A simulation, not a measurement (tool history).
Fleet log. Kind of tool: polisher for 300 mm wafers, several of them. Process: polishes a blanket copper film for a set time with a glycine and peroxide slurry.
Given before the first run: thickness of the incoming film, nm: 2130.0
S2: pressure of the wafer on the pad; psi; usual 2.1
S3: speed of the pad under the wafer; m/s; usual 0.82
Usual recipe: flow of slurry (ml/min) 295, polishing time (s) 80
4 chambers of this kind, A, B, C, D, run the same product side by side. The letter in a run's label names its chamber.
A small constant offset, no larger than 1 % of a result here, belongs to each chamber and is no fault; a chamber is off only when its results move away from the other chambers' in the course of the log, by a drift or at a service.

Run 1D, day 0.217: usual settings. Result: film removed (Å) 2902.2.
Run 2C, day 0.521: usual settings. Result: film removed (Å) 2810.7.
Run 3A, day 0.729: usual settings. Result: film removed (Å) 2859.3.
Run 4B, day 1.062: usual settings. Result: film removed (Å) 2858.8.
Run 5B, day 1.375: usual settings. Result: film removed (Å) 2884.5.
Run 6A, day 1.758: usual settings. Result: film removed (Å) 2848.7.
At day 1.921: chamber D: worn pad replaced by a new one.
At day 1.962: chamber B: worn pad replaced by a new one.
Run 7C, day 2.038: usual settings. Result: film removed (Å) 2882.0.
Run 8D, day 2.233: usual settings but polishing time (s) 102. Result: film removed (Å) 3651.5.
At day 2.567: chamber D: slurry nozzle cleaned.
Run 9B, day 2.650: usual settings but polishing time (s) 102. Result: film removed (Å) 3635.0.
Run 10A, day 2.896: usual settings but polishing time (s) 102. Result: film removed (Å) 3674.2.
At day 3.229: chamber A: worn pad replaced by a new one.
Run 11D, day 3.233: usual settings but polishing time (s) 102. Result: film removed (Å) 3695.9.
Run 12C, day 3.633: usual settings. Result: film removed (Å) 2859.5.
At day 3.796: chamber C: worn pad replaced by a new one.
Run 13B, day 4.042: usual settings. Result: film removed (Å) 2791.1.
Run 14C, day 4.417: usual settings. Result: film removed (Å) 2825.1.
Run 15D, day 4.717: usual settings. Result: film removed (Å) 2882.6.
At day 4.729: chamber B: worn pad replaced by a new one.
Run 16A, day 4.971: usual settings. Result: film removed (Å) 2859.1.
Run 17D, day 5.312: usual settings. Result: film removed (Å) 2864.0.
Run 18C, day 5.621: usual settings. Result: film removed (Å) 2862.2.
Run 19A, day 6.038: usual settings. Result: film removed (Å) 2847.1.
Run 20B, day 6.321: usual settings. Result: film removed (Å) 2893.6.
Run 21B, day 6.717: usual settings. Result: film removed (Å) 2861.4.
At day 6.954: chamber B: worn pad replaced by a new one.
Run 22C, day 6.967: usual settings but S3 0.64 m/s. Result: film removed (Å) 2389.4.
At day 7.008: chamber D: worn pad replaced by a new one.
At day 7.108: chamber B: head pressure recalibrated.
Run 23D, day 7.350: usual settings but S3 0.64 m/s. Result: film removed (Å) 2407.0.
Run 24A, day 7.696: usual settings but S3 0.64 m/s. Result: film removed (Å) 2393.5.
At day 7.958: chamber D: head pressure recalibrated.
Run 25A, day 8.058: usual settings but S3 0.64 m/s. Result: film removed (Å) 2390.6.
Run 26C, day 8.267: usual settings. Result: film removed (Å) 2884.0.
At day 8.346: chamber C: worn pad replaced by a new one.
At day 8.512: chamber A: worn pad replaced by a new one.
Run 27B, day 8.525: usual settings. Result: film removed (Å) 2672.1.
Run 28D, day 8.933: usual settings. Result: film removed (Å) 2912.8.
Run 29B, day 9.217: usual settings. Result: film removed (Å) 2697.4.
At day 9.433: chamber B: worn pad replaced by a new one.
Run 30C, day 9.504: usual settings but S2 2.5 psi, S3 0.74 m/s. Result: film removed (Å) 2985.4.
Run 31A, day 9.871: usual settings but S2 2.5 psi, S3 0.74 m/s. Result: film removed (Å) 3045.3.
Run 32D, day 10.167: usual settings but S2 2.5 psi, S3 0.74 m/s. Result: film removed (Å) 3028.1.
At day 10.379: chamber A: slurry nozzle cleaned.
Run 33B, day 10.525: usual settings but S2 2.5 psi, S3 0.74 m/s. Result: film removed (Å) 2735.6.
Run 34A, day 10.779: usual settings. Result: film removed (Å) 2899.6.
Run 35C, day 11.204: usual settings. Result: film removed (Å) 2820.4.
Run 36D, day 11.408: usual settings. Result: film removed (Å) 2919.5.
Run 37C, day 11.825: usual settings. Result: film removed (Å) 2856.6.
Run 38D, day 12.138: usual settings. Result: film removed (Å) 2884.6.

All chambers now run identical settings, listed one chamber a line with results as question marks. What results will each chamber show?
Run 39A, day 12.458: usual settings but polishing time (s) 100. Result: film removed (Å) ?.
Run 39B, day 12.458: usual settings but polishing time (s) 100. Result: film removed (Å) ?.
Run 39C, day 12.458: usual settings but polishing time (s) 100. Result: film removed (Å) ?.
Run 39D, day 12.458: usual settings but polishing time (s) 100. Result: film removed (Å) ?.

run  film removed (Å)
39A            3593.8
39B            3308.2
39C            3547.5
39D            3601.3
